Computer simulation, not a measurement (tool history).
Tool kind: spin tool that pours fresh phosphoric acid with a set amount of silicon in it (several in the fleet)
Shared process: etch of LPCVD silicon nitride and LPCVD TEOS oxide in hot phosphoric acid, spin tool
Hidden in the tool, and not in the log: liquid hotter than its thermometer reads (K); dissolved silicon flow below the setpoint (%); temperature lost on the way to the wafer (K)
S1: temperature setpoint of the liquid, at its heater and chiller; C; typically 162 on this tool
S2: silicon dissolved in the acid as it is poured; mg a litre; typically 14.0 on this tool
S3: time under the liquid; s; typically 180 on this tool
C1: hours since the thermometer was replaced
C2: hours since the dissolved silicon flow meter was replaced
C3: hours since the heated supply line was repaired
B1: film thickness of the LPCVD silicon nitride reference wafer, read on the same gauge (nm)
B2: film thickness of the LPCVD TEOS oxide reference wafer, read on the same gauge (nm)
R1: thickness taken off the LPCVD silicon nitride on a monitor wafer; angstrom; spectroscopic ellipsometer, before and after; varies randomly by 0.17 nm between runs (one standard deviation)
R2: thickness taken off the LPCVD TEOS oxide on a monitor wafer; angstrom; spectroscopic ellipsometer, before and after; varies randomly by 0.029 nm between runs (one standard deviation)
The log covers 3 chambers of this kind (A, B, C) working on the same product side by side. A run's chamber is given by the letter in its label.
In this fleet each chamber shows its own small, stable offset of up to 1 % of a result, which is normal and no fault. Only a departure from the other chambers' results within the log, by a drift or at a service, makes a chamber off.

run,hour,S1,S2,S3,C1,C2,C3,B1,B2,R1,R2
1B,7.5,162,14.0,180,204.9,743.7,2309.0,110.03,129.99,166.560,3.2337
2A,13.9,162,14.0,180,1694.8,483.0,981.7,109.98,130.00,168.340,3.4502
3C,25.4,162,14.0,180,610.3,122.5,856.3,109.99,129.99,165.630,3.5140
4C,36.3,162,14.0,180,621.2,133.4,867.2,110.02,129.99,167.720,3.5970
5A,48.2,162,14.0,80,1729.1,517.3,1016.0,109.98,129.98,73.000,1.3421
6B,54.5,162,14.0,80,251.9,790.7,2356.0,109.98,130.03,72.732,1.5774
7B,64.5,162,14.0,80,261.9,800.7,2366.0,110.02,130.00,73.247,1.3727
8C,75.6,162,14.0,180,660.5,172.7,906.5,109.99,130.00,166.860,3.6274
9A,85.4,162,14.0,180,1766.3,554.5,1053.2,109.98,129.97,164.400,3.4966
10B,97.1,164,14.0,180,294.5,833.3,2398.6,110.00,130.00,176.100,4.2000
11A,104.5,164,14.0,180,1785.4,573.6,1072.3,110.00,130.02,170.680,3.0384
12C,113.1,164,14.0,180,698.0,210.2,944.0,109.98,129.99,178.690,4.1805
13B,122.9,162,14.0,180,320.3,859.1,2424.4,110.01,130.00,163.410,3.0422
14A,129.0,162,14.0,180,1809.9,598.1,1096.8,109.97,130.01,161.060,3.2727
15C,141.2,162,14.0,180,726.1,238.3,972.1,110.01,129.98,167.320,3.0908
16B,147.7,162,14.0,180,345.1,883.9,2449.2,109.99,129.99,169.120,3.9269
17C,156.9,162,14.0,180,741.8,254.0,987.8,110.00,130.00,164.320,3.1732
18A,169.1,162,14.0,180,1850.0,638.2,1136.9,109.98,129.98,155.930,3.2009
19C,182.5,162,14.0,180,767.4,279.6,1013.4,110.01,130.00,164.610,3.1397
20B,194.5,162,14.0,180,391.9,930.7,2496.0,109.98,130.01,165.980,3.3970
21A,201.1,162,17.5,180,1882.0,670.2,1168.9,110.00,129.99,153.270,2.6873
22A,209.4,162,17.5,180,1890.3,678.5,1177.2,110.00,130.00,149.880,2.3268
23C,215.6,162,17.5,180,800.5,312.7,1046.5,109.99,129.99,166.030,3.1975
24B,228.2,162,14.0,180,425.6,964.4,2529.7,110.00,129.99,164.300,3.7469
25A,235.5,162,14.0,180,1916.4,704.6,1203.3,109.99,129.99,147.830,2.3475

The same settings go to every chamber for the next run, one line per chamber below. Forecast the results for each:
26A,245.2,162,14.0,180,,,,,,?,?
26B,245.2,162,14.0,180,,,,,,?,?
26C,245.2,162,14.0,180,,,,,,?,?

run,R1,R2
26A,148.240,2.3670
26B,163.820,3.7411
26C,167.350,3.2708
